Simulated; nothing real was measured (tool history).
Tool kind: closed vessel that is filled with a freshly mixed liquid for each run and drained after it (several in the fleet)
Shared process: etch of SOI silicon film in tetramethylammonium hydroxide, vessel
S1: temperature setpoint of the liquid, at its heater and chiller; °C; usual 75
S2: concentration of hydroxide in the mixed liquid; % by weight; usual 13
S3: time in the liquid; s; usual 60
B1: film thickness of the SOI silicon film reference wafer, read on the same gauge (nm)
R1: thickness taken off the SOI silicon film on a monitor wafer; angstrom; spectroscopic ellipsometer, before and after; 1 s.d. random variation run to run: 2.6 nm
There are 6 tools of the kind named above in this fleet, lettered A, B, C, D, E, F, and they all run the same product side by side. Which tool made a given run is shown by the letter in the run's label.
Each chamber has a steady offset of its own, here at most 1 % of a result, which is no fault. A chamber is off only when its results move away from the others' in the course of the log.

-- hour=2.1 chamber A: thermometer replaced
run 1A hour=2.3 | S1=75 S2=13 S3=60 | B1=49.991 | R1=5073.5
run 2C hour=4.7 | S1=75 S2=13 S3=60 | B1=50.030 | R1=5106.1
run 3E hour=7.0 | S1=75 S2=13 S3=60 | B1=49.993 | R1=5047.6
run 4F hour=9.5 | S1=75 S2=13 S3=60 | B1=50.006 | R1=5009.3
run 5D hour=13.3 | S1=75 S2=13 S3=60 | B1=50.071 | R1=5054.4
run 6B hour=16.5 | S1=75 S2=13 S3=60 | B1=50.022 | R1=5063.6
run 7F hour=20.8 | S1=68 S2=13 S3=60 | B1=50.004 | R1=3323.0
run 8D hour=23.1 | S1=68 S2=13 S3=60 | B1=49.976 | R1=3349.9
run 9C hour=26.7 | S1=68 S2=13 S3=60 | B1=50.007 | R1=3343.5
run 10E hour=31.2 | S1=68 S2=13 S3=60 | B1=50.018 | R1=3345.7
run 11B hour=36.0 | S1=68 S2=13 S3=60 | B1=49.986 | R1=3371.2
run 12A hour=39.9 | S1=68 S2=13 S3=60 | B1=49.981 | R1=3387.5
run 13C hour=43.7 | S1=75 S2=13 S3=60 | B1=49.982 | R1=5031.3
run 14A hour=46.7 | S1=75 S2=13 S3=60 | B1=50.014 | R1=5085.9
run 15D hour=49.9 | S1=75 S2=13 S3=60 | B1=50.012 | R1=5066.3
run 16E hour=53.6 | S1=75 S2=13 S3=60 | B1=50.019 | R1=4993.3
run 17F hour=56.5 | S1=75 S2=13 S3=60 | B1=50.014 | R1=5041.9
run 18B hour=59.6 | S1=75 S2=13 S3=60 | B1=49.991 | R1=5076.6
run 19B hour=63.4 | S1=75 S2=13 S3=60 | B1=49.997 | R1=5060.2
run 20C hour=66.0 | S1=75 S2=13 S3=60 | B1=50.011 | R1=5092.3
run 21E hour=69.7 | S1=75 S2=13 S3=60 | B1=50.001 | R1=5023.4
run 22D hour=74.4 | S1=75 S2=13 S3=60 | B1=49.992 | R1=5017.1
run 23A hour=77.5 | S1=75 S2=13 S3=60 | B1=49.999 | R1=5141.4
run 24F hour=81.4 | S1=75 S2=13 S3=60 | B1=49.998 | R1=5001.5
run 25A hour=86.0 | S1=75 S2=13 S3=60 | B1=49.989 | R1=5108.9
run 26D hour=88.9 | S1=75 S2=13 S3=60 | B1=50.023 | R1=5007.7
run 27C hour=93.5 | S1=75 S2=13 S3=60 | B1=50.003 | R1=5074.0
run 28E hour=97.6 | S1=75 S2=13 S3=60 | B1=49.989 | R1=5004.0
run 29B hour=102.0 | S1=75 S2=13 S3=60 | B1=50.017 | R1=5095.3
run 30F hour=104.6 | S1=75 S2=13 S3=60 | B1=50.021 | R1=4913.5
run 31B hour=107.0 | S1=75 S2=13 S3=60 | B1=49.978 | R1=5094.0
run 32D hour=110.3 | S1=75 S2=13 S3=60 | B1=50.002 | R1=5057.9
run 33F hour=114.6 | S1=75 S2=13 S3=60 | B1=50.013 | R1=4926.7
run 34C hour=117.9 | S1=75 S2=13 S3=60 | B1=50.015 | R1=5041.7
run 35E hour=121.1 | S1=75 S2=13 S3=60 | B1=50.023 | R1=5027.4
run 36A hour=124.6 | S1=75 S2=13 S3=60 | B1=49.979 | R1=5073.2
run 37A hour=128.0 | S1=75 S2=13 S3=60 | B1=50.001 | R1=5122.1
run 38C hour=131.6 | S1=75 S2=13 S3=60 | B1=49.998 | R1=5064.0
-- hour=134.5 chamber B: thermometer replaced
run 39B hour=134.8 | S1=75 S2=13 S3=60 | B1=50.007 | R1=5141.9
run 40E hour=138.8 | S1=75 S2=16 S3=60 | B1=50.047 | R1=4597.5
run 41D hour=142.3 | S1=75 S2=16 S3=60 | B1=50.045 | R1=4555.9
run 42F hour=147.0 | S1=75 S2=16 S3=60 | B1=50.011 | R1=4418.2
run 43B hour=151.9 | S1=75 S2=16 S3=60 | B1=50.018 | R1=4669.5
run 44F hour=156.7 | S1=75 S2=16 S3=60 | B1=49.992 | R1=4402.7

Next, every chamber runs the same settings. What will each give?
run 45A hour=160.4 | S1=75 S2=13 S3=50 | R1=?
run 45B hour=160.4 | S1=75 S2=13 S3=50 | R1=?
run 45C hour=160.4 | S1=75 S2=13 S3=50 | R1=?
run 45D hour=160.4 | S1=75 S2=13 S3=50 | R1=?
run 45E hour=160.4 | S1=75 S2=13 S3=50 | R1=?
run 45F hour=160.4 | S1=75 S2=13 S3=50 | R1=?

run=45A R1=4253.8
run=45B R1=4253.7
run=45C R1=4177.0
run=45D R1=4206.7
run=45E R1=4195.3
run=45F R1=3977.1
